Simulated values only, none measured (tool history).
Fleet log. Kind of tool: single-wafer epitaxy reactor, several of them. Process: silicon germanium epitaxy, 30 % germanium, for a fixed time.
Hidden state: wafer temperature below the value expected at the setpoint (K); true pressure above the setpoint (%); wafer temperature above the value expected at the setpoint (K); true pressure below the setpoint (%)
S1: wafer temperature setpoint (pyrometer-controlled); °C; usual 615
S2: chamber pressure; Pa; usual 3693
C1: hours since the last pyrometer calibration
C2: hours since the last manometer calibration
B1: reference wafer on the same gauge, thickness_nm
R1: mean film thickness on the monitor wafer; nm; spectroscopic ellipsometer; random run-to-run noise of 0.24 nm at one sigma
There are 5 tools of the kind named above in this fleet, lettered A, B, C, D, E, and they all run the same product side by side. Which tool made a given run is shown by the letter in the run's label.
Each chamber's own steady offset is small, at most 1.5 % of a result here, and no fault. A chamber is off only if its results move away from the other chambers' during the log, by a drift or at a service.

{"hour": 6.8, "done": "chamber D: pyrometer calibrated"}
{"run": "1C", "hour": 9.7, "S1": 615, "S2": 3693, "C1": 633.9, "C2": 520.3, "B1": 96.006, "R1": 88.541}
{"run": "2B", "hour": 20.3, "S1": 615, "S2": 3693, "C1": 1075.6, "C2": 1070.0, "B1": 96.08, "R1": 87.79}
{"run": "3E", "hour": 27.0, "S1": 615, "S2": 3693, "C1": 1021.2, "C2": 1093.0, "B1": 96.014, "R1": 89.056}
{"run": "4A", "hour": 37.6, "S1": 615, "S2": 3693, "C1": 540.0, "C2": 343.9, "B1": 95.983, "R1": 88.783}
{"run": "5D", "hour": 47.4, "S1": 615, "S2": 3693, "C1": 40.6, "C2": 2871.9, "B1": 95.973, "R1": 87.735}
{"run": "6D", "hour": 57.8, "S1": 615, "S2": 3693, "C1": 51.0, "C2": 2882.3, "B1": 95.996, "R1": 87.786}
{"run": "7A", "hour": 64.2, "S1": 615, "S2": 3693, "C1": 566.6, "C2": 370.5, "B1": 96.041, "R1": 88.914}
{"run": "8E", "hour": 69.5, "S1": 615, "S2": 3693, "C1": 1063.7, "C2": 1135.5, "B1": 95.997, "R1": 89.105}
{"run": "9B", "hour": 74.5, "S1": 615, "S2": 3693, "C1": 1129.8, "C2": 1124.2, "B1": 95.987, "R1": 87.408}
{"run": "10C", "hour": 83.7, "S1": 615, "S2": 3693, "C1": 707.9, "C2": 594.3, "B1": 96.092, "R1": 88.64}
{"run": "11E", "hour": 93.2, "S1": 615, "S2": 3693, "C1": 1087.4, "C2": 1159.2, "B1": 96.025, "R1": 88.792}
{"run": "12D", "hour": 99.9, "S1": 615, "S2": 3693, "C1": 93.1, "C2": 2924.4, "B1": 95.976, "R1": 88.137}
{"run": "13A", "hour": 108.7, "S1": 615, "S2": 3693, "C1": 611.1, "C2": 415.0, "B1": 96.033, "R1": 88.976}
{"run": "14B", "hour": 118.2, "S1": 615, "S2": 3693, "C1": 1173.5, "C2": 1167.9, "B1": 95.964, "R1": 87.659}
{"run": "15C", "hour": 128.2, "S1": 615, "S2": 3693, "C1": 752.4, "C2": 638.8, "B1": 96.02, "R1": 88.975}
{"run": "16B", "hour": 136.3, "S1": 615, "S2": 3693, "C1": 1191.6, "C2": 1186.0, "B1": 96.034, "R1": 87.682}
{"run": "17A", "hour": 145.9, "S1": 615, "S2": 3693, "C1": 648.3, "C2": 452.2, "B1": 96.044, "R1": 88.762}
{"run": "18C", "hour": 154.8, "S1": 615, "S2": 3693, "C1": 779.0, "C2": 665.4, "B1": 95.956, "R1": 89.376}
{"run": "19E", "hour": 161.1, "S1": 615, "S2": 3693, "C1": 1155.3, "C2": 1227.1, "B1": 95.937, "R1": 88.804}
{"hour": 166.9, "done": "chamber E: pyrometer calibrated"}
{"run": "20D", "hour": 168.6, "S1": 620, "S2": 3693, "C1": 161.8, "C2": 2993.1, "B1": 96.04, "R1": 95.832}
{"hour": 169.6, "done": "chamber B: capacitance manometer re-zeroed and calibrated"}
{"run": "21B", "hour": 178.6, "S1": 620, "S2": 3693, "C1": 1233.9, "C2": 9.0, "B1": 96.048, "R1": 95.678}
{"run": "22E", "hour": 183.3, "S1": 620, "S2": 3693, "C1": 16.5, "C2": 1249.3, "B1": 95.981, "R1": 96.69}
{"run": "23A", "hour": 192.5, "S1": 620, "S2": 3693, "C1": 694.9, "C2": 498.8, "B1": 95.989, "R1": 97.405}
{"run": "24C", "hour": 199.9, "S1": 620, "S2": 3693, "C1": 824.1, "C2": 710.5, "B1": 95.981, "R1": 97.424}
{"run": "25D", "hour": 209.6, "S1": 615, "S2": 3693, "C1": 202.8, "C2": 3034.1, "B1": 95.985, "R1": 88.247}
{"run": "26D", "hour": 216.6, "S1": 615, "S2": 3693, "C1": 209.8, "C2": 3041.1, "B1": 96.093, "R1": 88.354}
{"run": "27E", "hour": 223.9, "S1": 615, "S2": 3693, "C1": 57.1, "C2": 1289.9, "B1": 95.944, "R1": 88.789}
{"run": "28C", "hour": 234.1, "S1": 615, "S2": 3693, "C1": 858.3, "C2": 744.7, "B1": 96.045, "R1": 89.833}
{"run": "29B", "hour": 241.7, "S1": 615, "S2": 3693, "C1": 1297.0, "C2": 72.1, "B1": 95.955, "R1": 87.158}
{"run": "30A", "hour": 252.0, "S1": 619, "S2": 3120, "C1": 754.4, "C2": 558.3, "B1": 96.016, "R1": 89.112}
{"run": "31B", "hour": 260.2, "S1": 619, "S2": 3120, "C1": 1315.5, "C2": 90.6, "B1": 95.993, "R1": 87.858}
{"run": "32A", "hour": 268.2, "S1": 619, "S2": 3120, "C1": 770.6, "C2": 574.5, "B1": 95.964, "R1": 89.289}
{"hour": 271.5, "done": "chamber D: capacitance manometer re-zeroed and calibrated"}
{"run": "33D", "hour": 278.5, "S1": 619, "S2": 3120, "C1": 271.7, "C2": 7.0, "B1": 96.051, "R1": 88.705}
{"run": "34C", "hour": 288.9, "S1": 619, "S2": 3120, "C1": 913.1, "C2": 799.5, "B1": 95.936, "R1": 90.253}
{"run": "35E", "hour": 296.9, "S1": 615, "S2": 3693, "C1": 130.1, "C2": 1362.9, "B1": 96.019, "R1": 88.982}

All chambers now run identical settings, listed one chamber a line with results as question marks. What results will each chamber show?
{"run": "36A", "hour": 304.5, "S1": 615, "S2": 3693, "R1": "?"}
{"run": "36B", "hour": 304.5, "S1": 615, "S2": 3693, "R1": "?"}
{"run": "36C", "hour": 304.5, "S1": 615, "S2": 3693, "R1": "?"}
{"run": "36D", "hour": 304.5, "S1": 615, "S2": 3693, "R1": "?"}
{"run": "36E", "hour": 304.5, "S1": 615, "S2": 3693, "R1": "?"}

run=36A R1=88.644
run=36B R1=87.742
run=36C R1=89.838
run=36D R1=88.588
run=36E R1=89.296
